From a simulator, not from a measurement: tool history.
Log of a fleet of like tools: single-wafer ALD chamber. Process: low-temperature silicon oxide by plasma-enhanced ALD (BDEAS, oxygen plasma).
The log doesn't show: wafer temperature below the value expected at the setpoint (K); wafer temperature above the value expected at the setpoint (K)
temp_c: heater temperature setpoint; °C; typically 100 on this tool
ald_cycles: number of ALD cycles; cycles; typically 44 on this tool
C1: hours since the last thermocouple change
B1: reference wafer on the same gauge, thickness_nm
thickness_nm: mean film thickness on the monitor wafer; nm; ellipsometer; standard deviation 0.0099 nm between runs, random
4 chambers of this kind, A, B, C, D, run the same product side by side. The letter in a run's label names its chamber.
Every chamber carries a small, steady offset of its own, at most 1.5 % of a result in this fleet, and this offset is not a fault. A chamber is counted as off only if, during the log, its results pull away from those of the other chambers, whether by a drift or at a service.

Run 1A, day 0.204: usual settings; C1 1359.3; B1 7.2227. Result: thickness_nm 6.3422 nm.
Run 2B, day 0.471: usual settings; C1 1155.1; B1 7.2246. Result: thickness_nm 6.3018 nm.
Run 3C, day 0.7: usual settings; C1 1404.7; B1 7.2236. Result: thickness_nm 6.374 nm.
Run 4D, day 0.883: usual settings; C1 218.8; B1 7.2259. Result: thickness_nm 6.2814 nm.
Run 5C, day 1.075: usual settings; C1 1413.7; B1 7.2273. Result: thickness_nm 6.3856 nm.
Run 6A, day 1.388: usual settings but temp_c 90 °C, ald_cycles 38 cycles; C1 1387.7; B1 7.2265. Result: thickness_nm 5.6893 nm.
Run 7B, day 1.588: usual settings but temp_c 90 °C, ald_cycles 38 cycles; C1 1181.9; B1 7.2281. Result: thickness_nm 5.6204 nm.
Run 8D, day 1.825: usual settings but temp_c 90 °C, ald_cycles 38 cycles; C1 241.4; B1 7.2306. Result: thickness_nm 5.6212 nm.
Run 9B, day 1.971: usual settings but temp_c 90 °C, ald_cycles 38 cycles; C1 1191.1; B1 7.2294. Result: thickness_nm 5.6431 nm.
Run 10A, day 2.158: usual settings; C1 1406.2; B1 7.233. Result: thickness_nm 6.3704 nm.
Run 11C, day 2.296: usual settings; C1 1443; B1 7.234. Result: thickness_nm 6.3912 nm.
Run 12D, day 2.6: usual settings; C1 260; B1 7.2335. Result: thickness_nm 6.2807 nm.
Run 13A, day 2.846: usual settings but ald_cycles 50 cycles; C1 1422.7; B1 7.2334. Result: thickness_nm 7.2351 nm.
Run 14C, day 3.083: usual settings but ald_cycles 50 cycles; C1 1461.9; B1 7.2363. Result: thickness_nm 7.2682 nm.
Run 15D, day 3.304: usual settings but ald_cycles 50 cycles; C1 276.9; B1 7.236. Result: thickness_nm 7.1464 nm.
Run 16B, day 3.512: usual settings but ald_cycles 50 cycles; C1 1228.1; B1 7.2382. Result: thickness_nm 7.158 nm.
Run 17B, day 3.683: usual settings; C1 1232.2; B1 7.2373. Result: thickness_nm 6.3095 nm.
Run 18A, day 3.912: usual settings but ald_cycles 40 cycles; C1 1448.3; B1 7.2419. Result: thickness_nm 5.8215 nm.
Run 19C, day 4.208: usual settings but ald_cycles 40 cycles; C1 1488.9; B1 7.2437. Result: thickness_nm 5.8077 nm.
Run 20D, day 4.521: usual settings but ald_cycles 40 cycles; C1 306.1; B1 7.2462. Result: thickness_nm 5.7397 nm.
Run 21D, day 4.788: usual settings but ald_cycles 40 cycles; C1 312.5; B1 7.2463. Result: thickness_nm 5.7367 nm.
Run 22B, day 5.038: usual settings; C1 1264.7; B1 7.2502. Result: thickness_nm 6.2927 nm.
Run 23C, day 5.333: usual settings; C1 1515.9; B1 7.249. Result: thickness_nm 6.399 nm.
Run 24A, day 5.604: usual settings; C1 1488.9; B1 7.2521. Result: thickness_nm 6.3917 nm.
Run 25B, day 5.85: usual settings; C1 1284.2; B1 7.2525. Result: thickness_nm 6.3162 nm.
Run 26C, day 6.142: usual settings; C1 1535.3; B1 7.256. Result: thickness_nm 6.4214 nm.
Run 27D, day 6.329: usual settings; C1 349.5; B1 7.2562. Result: thickness_nm 6.2992 nm.
Run 28A, day 6.562: usual settings; C1 1511.9; B1 7.2559. Result: thickness_nm 6.3977 nm.
Run 29D, day 6.875: usual settings; C1 362.6; B1 7.2598. Result: thickness_nm 6.3079 nm.
Run 30B, day 7.025: usual settings but temp_c 110 °C, ald_cycles 47 cycles; C1 1312.4; B1 7.2581. Result: thickness_nm 6.6253 nm.
Run 31A, day 7.338: usual settings but temp_c 110 °C, ald_cycles 47 cycles; C1 1530.5; B1 7.2613. Result: thickness_nm 6.6976 nm.
Run 32C, day 7.55: usual settings but temp_c 110 °C, ald_cycles 47 cycles; C1 1569.1; B1 7.2652. Result: thickness_nm 6.7076 nm.
Run 33D, day 7.858: usual settings but temp_c 110 °C, ald_cycles 47 cycles; C1 386.2; B1 7.2622. Result: thickness_nm 6.6232 nm.
Run 34B, day 8.104: usual settings; C1 1338.3; B1 7.267. Result: thickness_nm 6.3199 nm.
Run 35C, day 8.246: usual settings; C1 1585.8; B1 7.2662. Result: thickness_nm 6.4208 nm.

Is one chamber out of step, is the gauge drifting, or do the chambers differ by no more than their own small offsets? For an off chamber, give its letter and the likeliest cause.

Every chamber seems to shift together because the gauge that measures them all drifts; the chambers themselves are fine.
Cause: gauge reads high (%) = 0.648.
